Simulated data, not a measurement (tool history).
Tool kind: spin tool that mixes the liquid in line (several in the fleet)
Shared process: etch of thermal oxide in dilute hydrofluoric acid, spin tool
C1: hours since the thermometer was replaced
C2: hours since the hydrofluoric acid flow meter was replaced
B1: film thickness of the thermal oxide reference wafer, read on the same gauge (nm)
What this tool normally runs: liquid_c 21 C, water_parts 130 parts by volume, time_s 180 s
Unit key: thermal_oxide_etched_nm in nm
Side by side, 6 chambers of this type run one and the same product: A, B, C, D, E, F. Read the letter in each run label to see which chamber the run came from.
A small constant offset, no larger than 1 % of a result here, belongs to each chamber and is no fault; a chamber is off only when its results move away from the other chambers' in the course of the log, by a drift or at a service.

run 1C hour=15.8 | liquid_c=21 water_parts=130 time_s=180 | C1=681.4 C2=856.3 | B1=90.026 | thermal_oxide_etched_nm=5.774
run 2F hour=30.9 | liquid_c=21 water_parts=130 time_s=180 | C1=648.6 C2=314.6 | B1=90.038 | thermal_oxide_etched_nm=5.8057
run 3A hour=47.4 | liquid_c=21 water_parts=130 time_s=180 | C1=62.4 C2=1446.3 | B1=89.988 | thermal_oxide_etched_nm=5.827
run 4B hour=56.3 | liquid_c=21 water_parts=130 time_s=180 | C1=1062 C2=1439.1 | B1=89.999 | thermal_oxide_etched_nm=5.7956
run 5D hour=70.9 | liquid_c=21 water_parts=130 time_s=180 | C1=844.2 C2=1371.8 | B1=89.965 | thermal_oxide_etched_nm=5.8714
run 6E hour=86.7 | liquid_c=21 water_parts=130 time_s=180 | C1=306.6 C2=951.3 | B1=90.026 | thermal_oxide_etched_nm=5.7528
run 7D hour=103 | liquid_c=21 water_parts=130 time_s=180 | C1=876.3 C2=1403.9 | B1=90.041 | thermal_oxide_etched_nm=5.7618
run 8E hour=114.8 | liquid_c=21 water_parts=130 time_s=180 | C1=334.7 C2=979.4 | B1=89.999 | thermal_oxide_etched_nm=5.7544
run 9C hour=129.2 | liquid_c=21 water_parts=130 time_s=180 | C1=794.8 C2=969.7 | B1=89.981 | thermal_oxide_etched_nm=5.7331
run 10A hour=136.4 | liquid_c=21 water_parts=130 time_s=180 | C1=151.4 C2=1535.3 | B1=89.984 | thermal_oxide_etched_nm=5.7943
run 11F hour=150.4 | liquid_c=21 water_parts=130 time_s=180 | C1=768.1 C2=434.1 | B1=90.001 | thermal_oxide_etched_nm=5.818
-- hour=154.1 chamber B: thermometer replaced
run 12B hour=158.5 | liquid_c=17 water_parts=170 time_s=180 | C1=4.4 C2=1541.3 | B1=90.073 | thermal_oxide_etched_nm=3.6091
run 13D hour=172.7 | liquid_c=17 water_parts=170 time_s=180 | C1=946 C2=1473.6 | B1=89.977 | thermal_oxide_etched_nm=3.6134
run 14A hour=187.6 | liquid_c=17 water_parts=170 time_s=180 | C1=202.6 C2=1586.5 | B1=89.952 | thermal_oxide_etched_nm=3.6567
run 15C hour=194.9 | liquid_c=17 water_parts=170 time_s=180 | C1=860.5 C2=1035.4 | B1=90.032 | thermal_oxide_etched_nm=3.6154
run 16F hour=202.2 | liquid_c=17 water_parts=170 time_s=180 | C1=819.9 C2=485.9 | B1=89.998 | thermal_oxide_etched_nm=3.6158
run 17E hour=212.3 | liquid_c=17 water_parts=170 time_s=180 | C1=432.2 C2=1076.9 | B1=89.98 | thermal_oxide_etched_nm=3.5772
run 18B hour=228.9 | liquid_c=21 water_parts=130 time_s=180 | C1=74.8 C2=1611.7 | B1=90.025 | thermal_oxide_etched_nm=5.7611
run 19C hour=243.2 | liquid_c=21 water_parts=130 time_s=180 | C1=908.8 C2=1083.7 | B1=89.988 | thermal_oxide_etched_nm=5.7438
run 20D hour=253.4 | liquid_c=21 water_parts=130 time_s=180 | C1=1026.7 C2=1554.3 | B1=89.999 | thermal_oxide_etched_nm=5.8419
run 21E hour=262.2 | liquid_c=21 water_parts=130 time_s=285 | C1=482.1 C2=1126.8 | B1=90.023 | thermal_oxide_etched_nm=9.1121
run 22A hour=271.5 | liquid_c=21 water_parts=130 time_s=285 | C1=286.5 C2=1670.4 | B1=90.008 | thermal_oxide_etched_nm=9.2552
-- hour=278.7 chamber D: hydrofluoric acid flow meter replaced
run 23F hour=281.3 | liquid_c=21 water_parts=130 time_s=285 | C1=899 C2=565 | B1=90.056 | thermal_oxide_etched_nm=9.0967
run 24B hour=290.5 | liquid_c=21 water_parts=130 time_s=285 | C1=136.4 C2=1673.3 | B1=90.013 | thermal_oxide_etched_nm=9.2128
run 25D hour=299.1 | liquid_c=21 water_parts=130 time_s=285 | C1=1072.4 C2=20.5 | B1=90.002 | thermal_oxide_etched_nm=9.2875
run 26C hour=308.6 | liquid_c=21 water_parts=130 time_s=285 | C1=974.2 C2=1149.1 | B1=90.035 | thermal_oxide_etched_nm=9.221
run 27F hour=321 | liquid_c=21 water_parts=105 time_s=180 | C1=938.7 C2=604.7 | B1=89.982 | thermal_oxide_etched_nm=7.431
-- hour=321.9 chamber D: thermometer replaced
run 28A hour=331.5 | liquid_c=21 water_parts=105 time_s=180 | C1=346.5 C2=1730.4 | B1=89.961 | thermal_oxide_etched_nm=7.4343
run 29E hour=341.1 | liquid_c=21 water_parts=105 time_s=180 | C1=561 C2=1205.7 | B1=90.002 | thermal_oxide_etched_nm=7.328
run 30B hour=357.8 | liquid_c=21 water_parts=105 time_s=180 | C1=203.7 C2=1740.6 | B1=89.995 | thermal_oxide_etched_nm=7.3475
run 31F hour=368.9 | liquid_c=21 water_parts=105 time_s=180 | C1=986.6 C2=652.6 | B1=90.016 | thermal_oxide_etched_nm=7.4493
run 32B hour=380.4 | liquid_c=21 water_parts=105 time_s=180 | C1=226.3 C2=1763.2 | B1=89.974 | thermal_oxide_etched_nm=7.3662
run 33A hour=394.1 | liquid_c=21 water_parts=130 time_s=180 | C1=409.1 C2=1793 | B1=89.985 | thermal_oxide_etched_nm=5.8439
run 34E hour=410 | liquid_c=21 water_parts=130 time_s=180 | C1=629.9 C2=1274.6 | B1=90.026 | thermal_oxide_etched_nm=5.7598
run 35D hour=426.7 | liquid_c=21 water_parts=175 time_s=180 | C1=104.8 C2=148.1 | B1=90.017 | thermal_oxide_etched_nm=4.1088
run 36C hour=439.6 | liquid_c=21 water_parts=175 time_s=180 | C1=1105.2 C2=1280.1 | B1=90.017 | thermal_oxide_etched_nm=4.1127
run 37F hour=453.6 | liquid_c=21 water_parts=175 time_s=180 | C1=1071.3 C2=737.3 | B1=90 | thermal_oxide_etched_nm=4.0949
run 38E hour=463 | liquid_c=21 water_parts=175 time_s=180 | C1=682.9 C2=1327.6 | B1=90.025 | thermal_oxide_etched_nm=4.0804

Next, every chamber runs the same settings. What will each give?
run 39A hour=475 | liquid_c=21 water_parts=130 time_s=180 | thermal_oxide_etched_nm=?
run 39B hour=475 | liquid_c=21 water_parts=130 time_s=180 | thermal_oxide_etched_nm=?
run 39C hour=475 | liquid_c=21 water_parts=130 time_s=180 | thermal_oxide_etched_nm=?
run 39D hour=475 | liquid_c=21 water_parts=130 time_s=180 | thermal_oxide_etched_nm=?
run 39E hour=475 | liquid_c=21 water_parts=130 time_s=180 | thermal_oxide_etched_nm=?
run 39F hour=475 | liquid_c=21 water_parts=130 time_s=180 | thermal_oxide_etched_nm=?

run=39A thermal_oxide_etched_nm=5.8445
run=39B thermal_oxide_etched_nm=5.8369
run=39C thermal_oxide_etched_nm=5.8045
run=39D thermal_oxide_etched_nm=5.8126
run=39E thermal_oxide_etched_nm=5.7955
run=39F thermal_oxide_etched_nm=5.8682
